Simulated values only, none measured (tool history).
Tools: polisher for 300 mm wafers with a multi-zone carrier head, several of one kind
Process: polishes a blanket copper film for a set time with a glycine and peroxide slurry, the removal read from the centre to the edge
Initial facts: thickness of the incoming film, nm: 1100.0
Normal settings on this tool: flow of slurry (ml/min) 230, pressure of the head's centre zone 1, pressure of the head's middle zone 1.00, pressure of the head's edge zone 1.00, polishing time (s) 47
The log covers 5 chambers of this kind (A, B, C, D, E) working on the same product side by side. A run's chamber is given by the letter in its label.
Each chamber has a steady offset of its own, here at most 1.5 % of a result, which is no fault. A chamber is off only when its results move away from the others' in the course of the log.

| run | hour | flow of slurry (ml/min) | pressure of the head's centre zone | pressure of the head's middle zone | pressure of the head's edge zone | polishing time (s) | wafers polished on this pad | hours since the slurry nozzle was cleaned | hours since the centre zone pressure was calibrated | hours since the edge zone pressure was calibrated | film removed at the wafer's centre (nm) | film removed at mid-radius (nm) | film removed at the wafer's edge (nm) |
|---|---|---|---|---|---|---|---|---|---|---|---|---|---|
|  | 5.8 | chamber B: edge zone pressure recalibrated |
|  | 7.8 | chamber A: worn pad replaced by a new one |
| 1D | 8.4 | 230 | 1 | 1.00 | 1.00 | 47 | 496 | 347.0 | 719.2 | 773.4 | 201.55 | 197.85 | 199.91 |
|  | 10.1 | chamber B: worn pad replaced by a new one |
|  | 10.6 | chamber C: worn pad replaced by a new one |
|  | 14.4 | chamber D: worn pad replaced by a new one |
| 2E | 17.1 | 230 | 1 | 1.00 | 1.00 | 47 | 1336 | 891.0 | 582.8 | 93.0 | 196.84 | 203.33 | 201.77 |
|  | 18.3 | chamber E: slurry nozzle cleaned |
| 3C | 28.3 | 230 | 1 | 1.00 | 1.00 | 47 | 134 | 240.7 | 340.5 | 219.3 | 198.41 | 196.72 | 198.25 |
| 4A | 37.4 | 230 | 1 | 1.00 | 1.00 | 47 | 224 | 735.4 | 577.8 | 208.9 | 202.05 | 201.56 | 201.23 |
| 5B | 44.6 | 230 | 1 | 1.00 | 1.00 | 47 | 262 | 444.5 | 467.7 | 38.8 | 202.83 | 200.57 | 201.70 |
|  | 45.2 | chamber E: worn pad replaced by a new one |
| 6C | 51.0 | 230 | 1 | 1.00 | 1.00 | 47 | 306 | 263.4 | 363.2 | 242.0 | 202.58 | 194.90 | 199.62 |
| 7E | 59.7 | 230 | 1 | 1.00 | 1.00 | 47 | 109 | 41.4 | 625.4 | 135.6 | 200.99 | 199.71 | 202.80 |
| 8B | 66.6 | 205 | 1 | 1.00 | 1.11 | 47 | 428 | 466.5 | 489.7 | 60.8 | 197.82 | 194.91 | 213.93 |
| 9A | 72.8 | 205 | 1 | 1.00 | 1.11 | 47 | 493 | 770.8 | 613.2 | 244.3 | 197.46 | 196.32 | 206.36 |
|  | 80.3 | chamber D: edge zone pressure recalibrated |
|  | 83.3 | chamber D: worn pad replaced by a new one |
| 10D | 84.3 | 205 | 1 | 1.00 | 1.11 | 47 | 8 | 422.9 | 795.1 | 4.1 | 200.10 | 195.26 | 212.30 |
| 11E | 94.1 | 205 | 1 | 1.00 | 1.11 | 47 | 370 | 75.8 | 659.8 | 170.0 | 195.88 | 194.53 | 209.06 |
|  | 100.3 | chamber B: worn pad replaced by a new one |
|  | 100.8 | chamber C: slurry nozzle cleaned |
| 12C | 102.0 | 205 | 1 | 1.00 | 1.11 | 47 | 693 | 1.3 | 414.2 | 293.0 | 198.04 | 191.40 | 210.03 |
| 13B | 109.0 | 230 | 1 | 1.00 | 1.00 | 47 | 65 | 508.9 | 532.1 | 103.2 | 201.51 | 198.53 | 204.63 |
| 14D | 120.6 | 230 | 1 | 1.00 | 1.00 | 47 | 283 | 459.2 | 831.4 | 40.4 | 201.41 | 203.22 | 202.64 |
| 15A | 132.5 | 230 | 1 | 1.00 | 1.00 | 47 | 945 | 830.5 | 672.9 | 304.0 | 202.39 | 197.43 | 197.29 |
| 16B | 141.8 | 230 | 1 | 1.00 | 1.00 | 47 | 314 | 541.7 | 564.9 | 136.0 | 202.46 | 201.49 | 199.21 |
|  | 143.2 | chamber D: slurry nozzle cleaned |
|  | 150.9 | chamber D: worn pad replaced by a new one |
| 17D | 151.7 | 230 | 1 | 1.00 | 1.00 | 47 | 6 | 8.5 | 862.5 | 71.5 | 201.18 | 196.91 | 204.25 |
| 18A | 162.5 | 230 | 1 | 1.00 | 1.00 | 47 | 1172 | 860.5 | 702.9 | 334.0 | 200.21 | 195.84 | 201.58 |
|  | 163.9 | chamber D: centre zone pressure recalibrated |
|  | 164.9 | chamber B: slurry nozzle cleaned |
| 19C | 172.2 | 230 | 1 | 1.00 | 1.00 | 47 | 1225 | 71.5 | 484.4 | 363.2 | 201.55 | 201.06 | 197.46 |
| 20E | 181.7 | 230 | 1 | 1.00 | 1.00 | 47 | 1034 | 163.4 | 747.4 | 257.6 | 199.08 | 196.95 | 200.25 |
|  | 186.3 | chamber B: worn pad replaced by a new one |
| 21D | 191.4 | 230 | 1 | 1.00 | 1.00 | 47 | 307 | 48.2 | 27.6 | 111.2 | 186.20 | 201.45 | 203.08 |
|  | 192.5 | chamber A: worn pad replaced by a new one |
| 22A | 197.3 | 230 | 1 | 1.00 | 1.00 | 47 | 36 | 895.3 | 737.7 | 368.8 | 198.22 | 199.78 | 196.92 |
|  | 201.0 | chamber C: worn pad replaced by a new one |
| 23E | 208.4 | 230 | 1 | 1.00 | 1.00 | 47 | 1236 | 190.1 | 774.1 | 284.3 | 199.29 | 198.22 | 200.01 |
| 24C | 218.6 | 230 | 1 | 1.00 | 1.00 | 47 | 134 | 117.9 | 530.8 | 409.6 | 202.38 | 197.87 | 199.40 |
|  | 224.3 | chamber D: worn pad replaced by a new one |
| 25B | 228.7 | 230 | 1 | 1.00 | 1.00 | 47 | 321 | 63.9 | 651.8 | 222.9 | 202.16 | 198.11 | 200.59 |
|  | 235.0 | chamber E: worn pad replaced by a new one |
| 26B | 238.1 | 230 | 1 | 1.00 | 1.00 | 47 | 392 | 73.3 | 661.2 | 232.3 | 202.50 | 201.79 | 200.32 |
|  | 244.3 | chamber A: edge zone pressure recalibrated |
|  | 246.9 | chamber A: slurry nozzle cleaned |
| 27A | 248.9 | 230 | 1 | 1.00 | 1.00 | 47 | 427 | 2.1 | 789.3 | 4.7 | 200.81 | 198.44 | 201.13 |
| 28C | 260.6 | 230 | 1 | 0.93 | 1.00 | 36 | 452 | 159.9 | 572.8 | 451.6 | 154.57 | 143.51 | 153.38 |
|  | 262.8 | chamber B: worn pad replaced by a new one |
| 29D | 268.7 | 230 | 1 | 0.93 | 1.00 | 36 | 336 | 125.5 | 104.9 | 188.5 | 143.14 | 143.55 | 155.64 |
| 30E | 279.2 | 230 | 1 | 0.93 | 1.00 | 36 | 335 | 260.9 | 844.9 | 355.1 | 154.11 | 144.01 | 152.50 |
| 31E | 286.6 | 230 | 1 | 0.93 | 1.00 | 36 | 391 | 268.3 | 852.3 | 362.5 | 152.07 | 144.56 | 153.93 |
| 32B | 292.5 | 230 | 1 | 0.93 | 1.00 | 36 | 225 | 127.7 | 715.6 | 286.7 | 152.98 | 145.38 | 155.15 |
|  | 294.0 | chamber D: worn pad replaced by a new one |
| 33A | 298.4 | 230 | 1 | 1.00 | 1.00 | 47 | 802 | 51.6 | 838.8 | 54.2 | 201.56 | 201.89 | 203.35 |
| 34D | 309.3 | 230 | 1 | 1.00 | 1.00 | 47 | 116 | 166.1 | 145.5 | 229.1 | 188.24 | 197.24 | 202.56 |
| 35C | 319.6 | 230 | 1 | 1.00 | 1.00 | 47 | 899 | 218.9 | 631.8 | 510.6 | 198.88 | 194.13 | 197.29 |

Predict what each chamber gives when all 5 of them run the settings below next.
| 36A | 328.7 | 230 | 1 | 1.00 | 1.00 | 47 |  |  |  |  | ? | ? | ? |
| 36B | 328.7 | 230 | 1 | 1.00 | 1.00 | 47 |  |  |  |  | ? | ? | ? |
| 36C | 328.7 | 230 | 1 | 1.00 | 1.00 | 47 |  |  |  |  | ? | ? | ? |
| 36D | 328.7 | 230 | 1 | 1.00 | 1.00 | 47 |  |  |  |  | ? | ? | ? |
| 36E | 328.7 | 230 | 1 | 1.00 | 1.00 | 47 |  |  |  |  | ? | ? | ? |

| run | film removed at the wafer's centre (nm) | film removed at mid-radius (nm) | film removed at the wafer's edge (nm) |
|---|---|---|---|
| 36A | 201.02 | 200.14 | 201.84 |
| 36B | 201.15 | 199.18 | 202.92 |
| 36C | 201.62 | 195.73 | 199.95 |
| 36D | 185.98 | 202.84 | 202.64 |
| 36E | 199.64 | 198.20 | 200.76 |
